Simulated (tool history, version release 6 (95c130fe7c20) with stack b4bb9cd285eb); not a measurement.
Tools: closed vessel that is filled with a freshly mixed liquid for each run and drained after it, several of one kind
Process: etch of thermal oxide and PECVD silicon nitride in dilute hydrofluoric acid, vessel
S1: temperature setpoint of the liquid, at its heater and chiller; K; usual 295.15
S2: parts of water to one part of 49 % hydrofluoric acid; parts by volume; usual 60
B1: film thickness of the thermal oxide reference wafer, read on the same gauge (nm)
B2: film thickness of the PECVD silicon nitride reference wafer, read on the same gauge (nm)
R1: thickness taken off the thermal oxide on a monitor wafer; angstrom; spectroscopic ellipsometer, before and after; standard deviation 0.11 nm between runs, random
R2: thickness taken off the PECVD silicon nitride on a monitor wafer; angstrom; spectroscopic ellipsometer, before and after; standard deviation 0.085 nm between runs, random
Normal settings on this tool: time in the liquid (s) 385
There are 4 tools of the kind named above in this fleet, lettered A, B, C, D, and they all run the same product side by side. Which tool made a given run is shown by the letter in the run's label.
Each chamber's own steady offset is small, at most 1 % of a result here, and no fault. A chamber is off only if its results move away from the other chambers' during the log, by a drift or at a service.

Run 1C, hour 8.4: usual settings; B1 119.99; B2 59.997. Result: R1 296.95 angstrom, R2 202.49 angstrom.
Run 2B, hour 16.3: usual settings; B1 120.01; B2 59.994. Result: R1 299.14 angstrom, R2 203.09 angstrom.
Run 3A, hour 22.9: usual settings; B1 120.00; B2 59.977. Result: R1 299.57 angstrom, R2 202.88 angstrom.
Run 4D, hour 30.2: usual settings; B1 120.00; B2 59.998. Result: R1 298.08 angstrom, R2 205.99 angstrom.
Run 5C, hour 36.7: usual settings; B1 120.00; B2 60.013. Result: R1 298.04 angstrom, R2 204.07 angstrom.
Run 6A, hour 42.8: usual settings; B1 119.99; B2 60.005. Result: R1 298.10 angstrom, R2 202.50 angstrom.
Run 7B, hour 51.8: usual settings; B1 120.00; B2 60.000. Result: R1 299.27 angstrom, R2 204.02 angstrom.
Run 8D, hour 62.3: usual settings; B1 119.99; B2 59.999. Result: R1 297.97 angstrom, R2 204.28 angstrom.
Run 9D, hour 72.4: usual settings; B1 119.99; B2 59.999. Result: R1 297.83 angstrom, R2 204.07 angstrom.
Run 10C, hour 78.0: usual settings; B1 120.00; B2 59.994. Result: R1 297.29 angstrom, R2 203.26 angstrom.
Run 11A, hour 88.0: usual settings; B1 120.01; B2 60.006. Result: R1 298.81 angstrom, R2 201.15 angstrom.
Run 12B, hour 98.6: usual settings but S1 292.65 K, time in the liquid (s) 500; B1 120.00; B2 59.989. Result: R1 350.43 angstrom, R2 222.70 angstrom.
Run 13A, hour 107.4: usual settings but S1 292.65 K, time in the liquid (s) 500; B1 120.00; B2 60.006. Result: R1 347.67 angstrom, R2 220.29 angstrom.
At hour 113.4: chamber D: hydrofluoric acid flow meter replaced.
Run 14D, hour 114.9: usual settings but S1 292.65 K, time in the liquid (s) 500; B1 119.98; B2 60.008. Result: R1 348.58 angstrom, R2 224.18 angstrom.
Run 15B, hour 121.3: usual settings but S1 292.65 K, time in the liquid (s) 500; B1 119.98; B2 59.994. Result: R1 350.04 angstrom, R2 224.30 angstrom.
Run 16C, hour 130.2: usual settings but S1 298.15 K, S2 50 parts by volume; B1 120.01; B2 59.990. Result: R1 406.93 angstrom, R2 298.82 angstrom.
Run 17B, hour 137.0: usual settings but S1 298.15 K, S2 50 parts by volume; B1 120.01; B2 60.002. Result: R1 409.36 angstrom, R2 294.44 angstrom.
At hour 138.3: chamber C: hydrofluoric acid flow meter replaced.
Run 18D, hour 147.6: usual settings but S1 298.15 K, S2 50 parts by volume; B1 120.01; B2 59.988. Result: R1 407.46 angstrom, R2 298.56 angstrom.
Run 19C, hour 156.9: usual settings but S1 298.15 K, S2 50 parts by volume; B1 120.00; B2 60.016. Result: R1 407.28 angstrom, R2 296.28 angstrom.
Run 20A, hour 167.0: usual settings; B1 119.99; B2 60.008. Result: R1 299.73 angstrom, R2 203.81 angstrom.
Run 21D, hour 172.9: usual settings; B1 119.99; B2 59.997. Result: R1 298.76 angstrom, R2 205.57 angstrom.
Run 22C, hour 182.1: usual settings; B1 120.00; B2 59.981. Result: R1 296.99 angstrom, R2 204.94 angstrom.
At hour 183.0: chamber A: hydrofluoric acid flow meter replaced.
Run 23B, hour 191.8: usual settings; B1 120.01; B2 60.016. Result: R1 298.11 angstrom, R2 202.71 angstrom.
Run 24A, hour 200.0: usual settings but S1 300.15 K, time in the liquid (s) 240; B1 120.00; B2 59.996. Result: R1 229.32 angstrom, R2 175.51 angstrom.
Run 25B, hour 210.2: usual settings but S1 300.15 K, time in the liquid (s) 240; B1 120.01; B2 60.007. Result: R1 225.99 angstrom, R2 175.50 angstrom.
Run 26D, hour 218.5: usual settings but S1 300.15 K, time in the liquid (s) 240; B1 120.00; B2 59.994. Result: R1 227.03 angstrom, R2 177.92 angstrom.
Run 27A, hour 223.8: usual settings but S1 300.15 K, time in the liquid (s) 240; B1 119.99; B2 60.010. Result: R1 228.99 angstrom, R2 176.21 angstrom.
Run 28C, hour 233.9: usual settings; B1 120.00; B2 59.998. Result: R1 296.91 angstrom, R2 203.28 angstrom.
Run 29B, hour 242.2: usual settings but S1 291.65 K, S2 80 parts by volume; B1 120.01; B2 59.984. Result: R1 187.46 angstrom, R2 120.21 angstrom.

Which is it: a chamber that has drifted or been left off by a service, a gauge drift common to all chambers, or only each chamber's usual small offset? If a chamber is off, name it and its likeliest cause.

Nothing is wrong: each chamber keeps only its own small, steady offset and the gauge holds still.

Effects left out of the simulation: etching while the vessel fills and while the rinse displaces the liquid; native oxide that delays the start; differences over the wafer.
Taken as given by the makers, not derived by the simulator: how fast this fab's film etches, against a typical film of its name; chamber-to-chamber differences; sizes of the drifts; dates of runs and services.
